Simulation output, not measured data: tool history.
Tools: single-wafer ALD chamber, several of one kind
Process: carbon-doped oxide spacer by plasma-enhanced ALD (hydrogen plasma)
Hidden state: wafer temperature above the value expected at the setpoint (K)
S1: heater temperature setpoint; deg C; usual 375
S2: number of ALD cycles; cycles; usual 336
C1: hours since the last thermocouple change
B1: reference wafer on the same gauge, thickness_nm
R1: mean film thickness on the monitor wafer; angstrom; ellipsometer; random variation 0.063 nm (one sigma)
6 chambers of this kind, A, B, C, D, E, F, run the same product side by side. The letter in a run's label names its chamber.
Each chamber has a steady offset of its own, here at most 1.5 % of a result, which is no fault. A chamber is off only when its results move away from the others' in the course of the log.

{"run": "1D", "day": 0.125, "S1": 375, "S2": 336, "C1": 2659.8, "B1": 18.2, "R1": 168.85}
{"run": "2C", "day": 0.35, "S1": 375, "S2": 336, "C1": 1153, "B1": 18.194, "R1": 168.24}
{"run": "3A", "day": 0.612, "S1": 375, "S2": 336, "C1": 1018.1, "B1": 18.219, "R1": 166.15}
{"run": "4F", "day": 0.729, "S1": 375, "S2": 336, "C1": 531.4, "B1": 18.21, "R1": 166.67}
{"run": "5E", "day": 0.983, "S1": 375, "S2": 336, "C1": 1567.2, "B1": 18.186, "R1": 168.04}
{"run": "6B", "day": 1.146, "S1": 375, "S2": 336, "C1": 2488.1, "B1": 18.209, "R1": 166.76}
{"run": "7E", "day": 1.3, "S1": 375, "S2": 336, "C1": 1574.8, "B1": 18.201, "R1": 167.62}
{"run": "8B", "day": 1.521, "S1": 375, "S2": 336, "C1": 2497.1, "B1": 18.198, "R1": 167.6}
{"run": "9D", "day": 1.642, "S1": 380, "S2": 336, "C1": 2696.2, "B1": 18.195, "R1": 167.48}
{"run": "10C", "day": 1.829, "S1": 380, "S2": 336, "C1": 1188.5, "B1": 18.192, "R1": 168.17}
{"run": "11A", "day": 2.054, "S1": 380, "S2": 336, "C1": 1052.7, "B1": 18.203, "R1": 166.58}
{"day": 2.079, "done": "chamber D: thermocouple changed; heater temperature recalibrated"}
{"run": "12F", "day": 2.262, "S1": 380, "S2": 336, "C1": 568.2, "B1": 18.193, "R1": 166.28}
{"run": "13D", "day": 2.4, "S1": 380, "S2": 336, "C1": 7.8, "B1": 18.181, "R1": 168.62}
{"run": "14B", "day": 2.542, "S1": 380, "S2": 336, "C1": 2521.6, "B1": 18.202, "R1": 166.98}
{"run": "15C", "day": 2.725, "S1": 387, "S2": 310, "C1": 1210, "B1": 18.198, "R1": 154.93}
{"run": "16A", "day": 2.917, "S1": 387, "S2": 310, "C1": 1073.4, "B1": 18.178, "R1": 153.47}
{"run": "17E", "day": 3.162, "S1": 387, "S2": 310, "C1": 1619.5, "B1": 18.213, "R1": 154.27}
{"run": "18F", "day": 3.425, "S1": 387, "S2": 310, "C1": 596.1, "B1": 18.198, "R1": 152.71}
{"run": "19E", "day": 3.612, "S1": 387, "S2": 310, "C1": 1630.3, "B1": 18.208, "R1": 156.26}
{"day": 3.7, "done": "chamber B: thermocouple changed; heater temperature recalibrated"}
{"run": "20B", "day": 3.862, "S1": 387, "S2": 310, "C1": 4, "B1": 18.205, "R1": 155.08}
{"run": "21D", "day": 4.054, "S1": 375, "S2": 336, "C1": 47.5, "B1": 18.198, "R1": 168.34}
{"run": "22F", "day": 4.254, "S1": 375, "S2": 336, "C1": 616, "B1": 18.203, "R1": 165.94}
{"run": "23A", "day": 4.467, "S1": 375, "S2": 336, "C1": 1110.6, "B1": 18.205, "R1": 166.66}
{"run": "24C", "day": 4.7, "S1": 375, "S2": 363, "C1": 1257.4, "B1": 18.188, "R1": 182.52}
{"run": "25B", "day": 4.962, "S1": 375, "S2": 363, "C1": 30.4, "B1": 18.205, "R1": 180.12}
{"run": "26F", "day": 5.183, "S1": 375, "S2": 363, "C1": 638.3, "B1": 18.205, "R1": 179.05}
{"run": "27C", "day": 5.433, "S1": 375, "S2": 363, "C1": 1275, "B1": 18.184, "R1": 182.55}
{"run": "28E", "day": 5.646, "S1": 375, "S2": 363, "C1": 1679.1, "B1": 18.211, "R1": 181.13}
{"run": "29D", "day": 5.792, "S1": 375, "S2": 363, "C1": 89.2, "B1": 18.183, "R1": 180.68}
{"run": "30A", "day": 5.954, "S1": 375, "S2": 336, "C1": 1146.3, "B1": 18.198, "R1": 167.13}
{"run": "31A", "day": 6.188, "S1": 375, "S2": 336, "C1": 1151.9, "B1": 18.198, "R1": 166.64}
{"run": "32C", "day": 6.442, "S1": 375, "S2": 336, "C1": 1299.2, "B1": 18.207, "R1": 168.23}
{"run": "33F", "day": 6.608, "S1": 375, "S2": 336, "C1": 672.5, "B1": 18.182, "R1": 166.13}
{"run": "34E", "day": 6.842, "S1": 388, "S2": 336, "C1": 1707.8, "B1": 18.197, "R1": 167.08}
{"run": "35D", "day": 7.004, "S1": 388, "S2": 336, "C1": 118.3, "B1": 18.191, "R1": 169.07}
{"run": "36B", "day": 7.242, "S1": 388, "S2": 336, "C1": 85.1, "B1": 18.209, "R1": 167.51}
{"run": "37F", "day": 7.475, "S1": 388, "S2": 336, "C1": 693.3, "B1": 18.193, "R1": 165.8}
{"run": "38B", "day": 7.7, "S1": 388, "S2": 336, "C1": 96.1, "B1": 18.214, "R1": 167.6}
{"run": "39D", "day": 7.912, "S1": 388, "S2": 336, "C1": 140.1, "B1": 18.207, "R1": 166.62}
{"run": "40A", "day": 8.138, "S1": 375, "S2": 384, "C1": 1198.7, "B1": 18.192, "R1": 190.54}
{"run": "41C", "day": 8.362, "S1": 375, "S2": 384, "C1": 1345.3, "B1": 18.207, "R1": 192.76}
{"run": "42E", "day": 8.521, "S1": 375, "S2": 384, "C1": 1748.1, "B1": 18.208, "R1": 192}

Is one chamber off against the others, does the gauge drift, or is nothing wrong? If a chamber is off, say which, and what the likeliest cause is.

No chamber stands off beyond its own small offset, and the gauge holds steady.

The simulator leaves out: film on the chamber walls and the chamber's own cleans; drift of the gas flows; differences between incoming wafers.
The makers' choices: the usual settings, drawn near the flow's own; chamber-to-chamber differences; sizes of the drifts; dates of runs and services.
